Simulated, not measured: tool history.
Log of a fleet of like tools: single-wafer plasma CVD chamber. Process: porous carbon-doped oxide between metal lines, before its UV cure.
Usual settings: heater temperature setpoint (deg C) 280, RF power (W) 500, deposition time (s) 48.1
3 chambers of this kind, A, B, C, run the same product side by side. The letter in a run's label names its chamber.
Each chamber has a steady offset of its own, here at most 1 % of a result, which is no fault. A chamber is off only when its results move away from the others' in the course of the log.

run   hour  heater temperature setpoint (deg C)  RF power (W)  deposition time (s)  read-back reference wafer on the same gauge, thickness_nm  mean film thickness on the monitor wafer (nm)
 1C    4.8                                  280           500                 48.1                                                     256.07                                         287.71
 2B    9.9                                  280           500                 48.1                                                     255.99                                         293.10
 3A   15.0                                  280           500                 48.1                                                     255.82                                         287.41
 4C   20.5                                  280           500                 48.1                                                     255.96                                         288.74
 5A   25.0                                  280           500                 48.1                                                     255.94                                         287.91
 6B   29.1                                  280           500                 48.1                                                     256.14                                         291.56
 7B   34.6                                  280           500                 52.1                                                     255.69                                         316.18
 8C   38.3                                  280           500                 52.1                                                     255.58                                         312.72
 9A   41.1                                  280           500                 52.1                                                     255.89                                         311.61
10C   44.9                                  280           500                 48.1                                                     256.19                                         289.94
11A   48.1                                  280           500                 48.1                                                     256.23                                         286.91
12B   53.3                                  280           500                 48.1                                                     256.12                                         290.37
13A   57.3                                  280           500                 48.1                                                     255.96                                         288.27
14C   61.6                                  268           500                 51.4                                                     255.82                                         333.30
15B   64.4                                  268           500                 51.4                                                     256.10                                         334.93
16B   67.8                                  268           500                 51.4                                                     256.05                                         338.99
17C   72.5                                  280           500                 48.1                                                     256.30                                         288.68
18A   75.2                                  280           500                 48.1                                                     255.97                                         287.75
19A   79.7                                  280           500                 48.1                                                     256.00                                         288.24
20B   84.9                                  280           500                 48.1                                                     256.06                                         291.40
21C   88.7                                  280           500                 48.1                                                     255.84                                         288.36
22A   93.3                                  293           500                 48.1                                                     255.82                                         265.22
23B   97.2                                  293           500                 48.1                                                     255.90                                         268.98
24C   99.9                                  293           500                 48.1                                                     255.95                                         269.57
25C  104.9                                  280           500                 48.1                                                     255.93                                         291.45
26A  108.1                                  280           500                 48.1                                                     255.81                                         288.22
27B  112.3                                  280           500                 48.1                                                     255.78                                         293.89
28A  117.1                                  280           500                 48.1                                                     256.06                                         286.77
29C  120.5                                  280           500                 48.1                                                     255.73                                         289.00
30B  125.9                                  280           500                 48.1                                                     256.08                                         291.69
31A  129.1                                  280           500                 48.1                                                     256.15                                         284.11
32C  133.0                                  280           500                 48.1                                                     255.95                                         290.33
33B  138.2                                  280           500                 48.1                                                     255.95                                         292.13
34A  142.3                                  280           500                 48.1                                                     256.09                                         288.25
35C  147.7                                  280           500                 48.1                                                     255.81                                         288.77
36B  150.1                                  280           500                 48.1                                                     255.74                                         291.94
37C  154.2                                  280           500                 48.1                                                     255.92                                         292.21
38A  157.0                                  280           500                 48.1                                                     256.37                                         289.39
39B  161.2                                  280           500                 48.1                                                     256.00                                         293.71
40B  164.0                                  280           500                 48.1                                                     255.98                                         289.08
41C  169.1                                  280           500                 48.1                                                     255.96                                         290.47
42A  173.9                                  280           500                 48.1                                                     256.17                                         288.71

What goes on in this fleet: one chamber off, a drifting gauge, or nothing beyond the chambers' own small offsets? Name the chamber and the cause, if any.

No chamber stands off beyond its own small offset, and the gauge holds steady.

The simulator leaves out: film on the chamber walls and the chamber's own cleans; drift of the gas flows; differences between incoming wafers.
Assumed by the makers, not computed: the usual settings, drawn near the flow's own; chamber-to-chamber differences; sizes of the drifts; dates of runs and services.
